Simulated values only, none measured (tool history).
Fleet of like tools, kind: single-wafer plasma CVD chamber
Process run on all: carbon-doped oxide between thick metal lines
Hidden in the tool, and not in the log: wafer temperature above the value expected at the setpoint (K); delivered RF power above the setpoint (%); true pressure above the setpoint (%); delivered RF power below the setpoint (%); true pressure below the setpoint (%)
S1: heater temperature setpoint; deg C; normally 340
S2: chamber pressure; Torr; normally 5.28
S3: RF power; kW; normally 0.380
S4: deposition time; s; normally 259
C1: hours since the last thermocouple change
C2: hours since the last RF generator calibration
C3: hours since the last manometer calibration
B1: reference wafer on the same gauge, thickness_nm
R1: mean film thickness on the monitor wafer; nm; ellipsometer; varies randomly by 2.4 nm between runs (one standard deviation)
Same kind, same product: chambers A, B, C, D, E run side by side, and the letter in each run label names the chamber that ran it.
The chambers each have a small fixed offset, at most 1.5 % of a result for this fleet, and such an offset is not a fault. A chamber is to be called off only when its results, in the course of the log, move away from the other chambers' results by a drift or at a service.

| run | day | S1 | S2 | S3 | S4 | C1 | C2 | C3 | B1 | R1 |
|---|---|---|---|---|---|---|---|---|---|---|
| 1E | 0.300 | 340 | 5.28 | 0.380 | 259 | 1284.7 | 1107.1 | 46.9 | 999.73 | 1108.20 |
| 2C | 0.629 | 340 | 5.28 | 0.380 | 259 | 2433.6 | 865.9 | 1159.4 | 1000.30 | 1108.20 |
| 3A | 0.892 | 340 | 5.28 | 0.380 | 259 | 638.8 | 1349.3 | 611.9 | 999.90 | 1121.70 |
| 4B | 1.312 | 340 | 5.28 | 0.380 | 259 | 612.1 | 926.8 | 785.7 | 999.66 | 1105.50 |
|  | 1.683 | chamber D: capacitance manometer re-zeroed and calibrated |
| 5D | 1.788 | 340 | 5.28 | 0.380 | 259 | 464.6 | 1307.0 | 2.5 | 999.47 | 1121.60 |
|  | 1.908 | chamber C: thermocouple changed; heater temperature recalibrated |
| 6E | 2.125 | 340 | 5.28 | 0.380 | 259 | 1328.5 | 1150.9 | 90.7 | 1000.10 | 1110.40 |
|  | 2.142 | chamber C: capacitance manometer re-zeroed and calibrated |
| 7D | 2.521 | 340 | 5.28 | 0.380 | 259 | 482.2 | 1324.6 | 20.1 | 1000.20 | 1122.50 |
| 8B | 2.850 | 340 | 5.28 | 0.380 | 259 | 649.0 | 963.7 | 822.6 | 1000.60 | 1108.00 |
| 9C | 3.267 | 340 | 5.28 | 0.380 | 259 | 32.7 | 929.2 | 27.0 | 999.71 | 1104.30 |
| 10A | 3.617 | 340 | 5.28 | 0.380 | 259 | 704.2 | 1414.7 | 677.3 | 999.98 | 1117.70 |
| 11C | 3.875 | 340 | 5.28 | 0.380 | 259 | 47.3 | 943.8 | 41.6 | 999.88 | 1102.00 |
| 12E | 4.342 | 340 | 5.28 | 0.350 | 259 | 1381.7 | 1204.1 | 143.9 | 999.93 | 1042.70 |
| 13A | 4.567 | 340 | 5.28 | 0.350 | 259 | 727.0 | 1437.5 | 700.1 | 1000.40 | 1049.30 |
| 14D | 4.788 | 340 | 5.28 | 0.350 | 259 | 536.6 | 1379.0 | 74.5 | 999.95 | 1056.60 |
| 15B | 5.196 | 340 | 5.28 | 0.350 | 259 | 705.3 | 1020.0 | 878.9 | 1000.40 | 1034.00 |
| 16E | 5.546 | 340 | 5.28 | 0.350 | 259 | 1410.6 | 1233.0 | 172.8 | 999.79 | 1045.00 |
| 17A | 5.788 | 340 | 5.28 | 0.380 | 259 | 756.3 | 1466.8 | 729.4 | 1000.70 | 1117.20 |
| 18B | 6.117 | 340 | 5.28 | 0.380 | 259 | 727.4 | 1042.1 | 901.0 | 1000.10 | 1095.80 |
| 19C | 6.412 | 340 | 5.28 | 0.380 | 259 | 108.2 | 1004.7 | 102.5 | 1000.30 | 1105.20 |
| 20D | 6.842 | 340 | 5.28 | 0.380 | 259 | 585.9 | 1428.3 | 123.8 | 1000.10 | 1125.00 |
| 21B | 7.079 | 340 | 5.90 | 0.355 | 259 | 750.5 | 1065.2 | 924.1 | 1000.20 | 1055.20 |
| 22C | 7.554 | 340 | 5.90 | 0.355 | 259 | 135.6 | 1032.1 | 129.9 | 1000.30 | 1067.10 |
| 23A | 7.912 | 340 | 5.90 | 0.355 | 259 | 807.3 | 1517.8 | 780.4 | 1000.60 | 1075.40 |
| 24D | 8.183 | 340 | 5.90 | 0.355 | 259 | 618.1 | 1460.5 | 156.0 | 999.85 | 1082.70 |
| 25E | 8.633 | 340 | 5.90 | 0.355 | 259 | 1484.7 | 1307.1 | 246.9 | 1000.60 | 1067.90 |
| 26B | 9.038 | 340 | 5.28 | 0.380 | 259 | 797.5 | 1112.2 | 971.1 | 999.72 | 1093.20 |
| 27C | 9.254 | 340 | 5.28 | 0.380 | 259 | 176.4 | 1072.9 | 170.7 | 1000.30 | 1108.40 |
| 28E | 9.742 | 340 | 5.28 | 0.380 | 259 | 1511.3 | 1333.7 | 273.5 | 999.63 | 1112.00 |
|  | 10.054 | chamber C: RF generator calibrated |
| 29D | 10.171 | 340 | 5.28 | 0.380 | 259 | 665.8 | 1508.2 | 203.7 | 1000.00 | 1122.90 |
|  | 10.400 | chamber E: thermocouple changed; heater temperature recalibrated |
| 30A | 10.512 | 340 | 5.28 | 0.380 | 259 | 869.7 | 1580.2 | 842.8 | 999.95 | 1120.90 |
| 31A | 10.871 | 340 | 5.28 | 0.380 | 259 | 878.3 | 1588.8 | 851.4 | 1000.30 | 1124.60 |
| 32D | 11.242 | 340 | 5.28 | 0.380 | 259 | 691.5 | 1533.9 | 229.4 | 999.55 | 1123.30 |
| 33B | 11.596 | 340 | 5.28 | 0.380 | 259 | 858.9 | 1173.6 | 1032.5 | 1000.20 | 1085.40 |
| 34C | 12.088 | 340 | 5.28 | 0.380 | 259 | 244.4 | 48.8 | 238.7 | 1000.30 | 1110.30 |
| 35E | 12.358 | 340 | 5.28 | 0.340 | 259 | 47.1 | 1396.5 | 336.3 | 999.78 | 1018.50 |

For the next run the whole fleet of 5 chambers uses the same settings. Give each chamber's results:
| 36A | 12.721 | 340 | 5.28 | 0.380 | 219 |  |  |  |  | ? |
| 36B | 12.721 | 340 | 5.28 | 0.380 | 219 |  |  |  |  | ? |
| 36C | 12.721 | 340 | 5.28 | 0.380 | 219 |  |  |  |  | ? |
| 36D | 12.721 | 340 | 5.28 | 0.380 | 219 |  |  |  |  | ? |
| 36E | 12.721 | 340 | 5.28 | 0.380 | 219 |  |  |  |  | ? |

| run | R1 |
|---|---|
| 36A | 946.98 |
| 36B | 917.08 |
| 36C | 941.21 |
| 36D | 951.43 |
| 36E | 938.90 |
